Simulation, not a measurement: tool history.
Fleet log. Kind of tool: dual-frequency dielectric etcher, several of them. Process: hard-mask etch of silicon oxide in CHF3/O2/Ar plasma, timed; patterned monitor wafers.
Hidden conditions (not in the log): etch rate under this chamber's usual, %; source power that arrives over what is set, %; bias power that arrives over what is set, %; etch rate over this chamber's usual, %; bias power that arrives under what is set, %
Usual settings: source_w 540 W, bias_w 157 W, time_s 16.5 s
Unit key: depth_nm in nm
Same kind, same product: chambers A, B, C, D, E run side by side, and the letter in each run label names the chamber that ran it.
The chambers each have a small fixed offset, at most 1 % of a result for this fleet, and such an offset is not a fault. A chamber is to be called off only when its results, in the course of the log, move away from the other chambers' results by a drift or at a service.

run,day,source_w,bias_w,time_s,hours since the last wet clean,hours since the last source power generator calibration,hours since the last bias power generator calibration,"read-back reference wafer on the same gauge, depth_nm",depth_nm
1C,0.225,540,157,16.5,482.5,239.7,2679.7,34.758,29.740
2E,0.338,540,157,16.5,242.6,813.4,139.6,34.807,30.229
3D,0.517,540,157,16.5,503.4,3036.7,1587.2,34.827,30.070
4B,0.671,540,157,16.5,345.9,3841.1,1847.8,34.848,30.030
5A,0.804,540,157,16.5,255.9,2633.3,1046.1,34.810,30.210
6A,0.992,540,157,16.5,260.4,2637.8,1050.6,34.789,30.130
7D,1.129,540,157,16.5,518.1,3051.4,1601.9,34.831,29.766
8E,1.321,540,157,16.5,266.2,837.0,163.2,34.791,30.156
9C,1.488,540,157,16.5,512.8,270.0,2710.0,34.789,29.951
10B,1.683,540,157,16.5,370.2,3865.4,1872.1,34.813,30.002
11B,1.879,540,157,16.5,374.9,3870.1,1876.8,34.764,30.060
12C,2.017,540,157,16.5,525.5,282.7,2722.7,34.789,29.960
# day 2.150: chamber D: wet clean of the chamber
13D,2.150,540,157,16.5,0.0,3075.9,1626.4,34.805,29.903
14E,2.342,540,157,16.5,290.7,861.5,187.7,34.831,30.235
15A,2.450,540,157,16.5,295.4,2672.8,1085.6,34.808,30.225
# day 2.575: chamber B: wet clean of the chamber
16E,2.592,540,141,16.5,296.7,867.5,193.7,34.805,29.126
17D,2.779,540,141,16.5,15.1,3091.0,1641.5,34.789,28.856
18C,2.888,540,141,16.5,546.4,303.6,2743.6,34.769,28.988
19B,3.012,540,141,16.5,10.5,3897.3,1904.0,34.803,27.522
20A,3.229,540,141,16.5,314.1,2691.5,1104.3,34.788,29.160
21A,3.400,540,120,19.0,318.2,2695.6,1108.4,34.791,31.564
22C,3.567,540,120,19.0,562.7,319.9,2759.9,34.834,31.689
23B,3.767,540,120,19.0,28.6,3915.4,1922.1,34.832,30.099
24E,3.962,540,120,19.0,329.6,900.4,226.6,34.798,31.749
25D,4.079,540,120,19.0,46.3,3122.2,1672.7,34.805,31.726
26E,4.308,540,157,16.5,337.9,908.7,234.9,34.793,30.291
27C,4.467,540,157,16.5,584.3,341.5,2781.5,34.839,29.891
28D,4.633,540,157,16.5,59.6,3135.5,1686.0,34.784,29.862
29B,4.758,540,157,16.5,52.4,3939.2,1945.9,34.752,28.475
30A,4.938,540,157,20.0,355.1,2732.5,1145.3,34.793,36.712
31D,5.075,540,157,20.0,70.2,3146.1,1696.6,34.787,35.956
32A,5.242,540,157,20.0,362.4,2739.8,1152.6,34.777,36.744

Is one chamber out of step, is the gauge drifting, or do the chambers differ by no more than their own small offsets? For an off chamber, give its letter and the likeliest cause.

A service on chamber B put it out of line with the rest.
What lies behind it: etch rate under this chamber's usual, % = 5.3.

Which of the 4 candidates below, each the usual settings with something changed and its results left as question marks, puts chamber B back in line with what the other chambers give on the usual settings?
Maximum distance from the other chambers' mean on the usual settings for a result to count as in line: depth_nm 0.480 nm
33B-1,5.417,510,157,16.5,,,,,?
33B-2,5.417,540,157,17.5,,,,,?
33B-3,5.417,470,157,16.5,,,,,?
33B-4,5.417,570,157,16.5,,,,,?

On the usual settings, the other chambers give on average: depth_nm 30.011 nm
run,depth_nm
33B-1,27.744
33B-2,30.080
33B-3,26.886
33B-4,28.958
With 33B-2, the chamber falls back in line with the rest.

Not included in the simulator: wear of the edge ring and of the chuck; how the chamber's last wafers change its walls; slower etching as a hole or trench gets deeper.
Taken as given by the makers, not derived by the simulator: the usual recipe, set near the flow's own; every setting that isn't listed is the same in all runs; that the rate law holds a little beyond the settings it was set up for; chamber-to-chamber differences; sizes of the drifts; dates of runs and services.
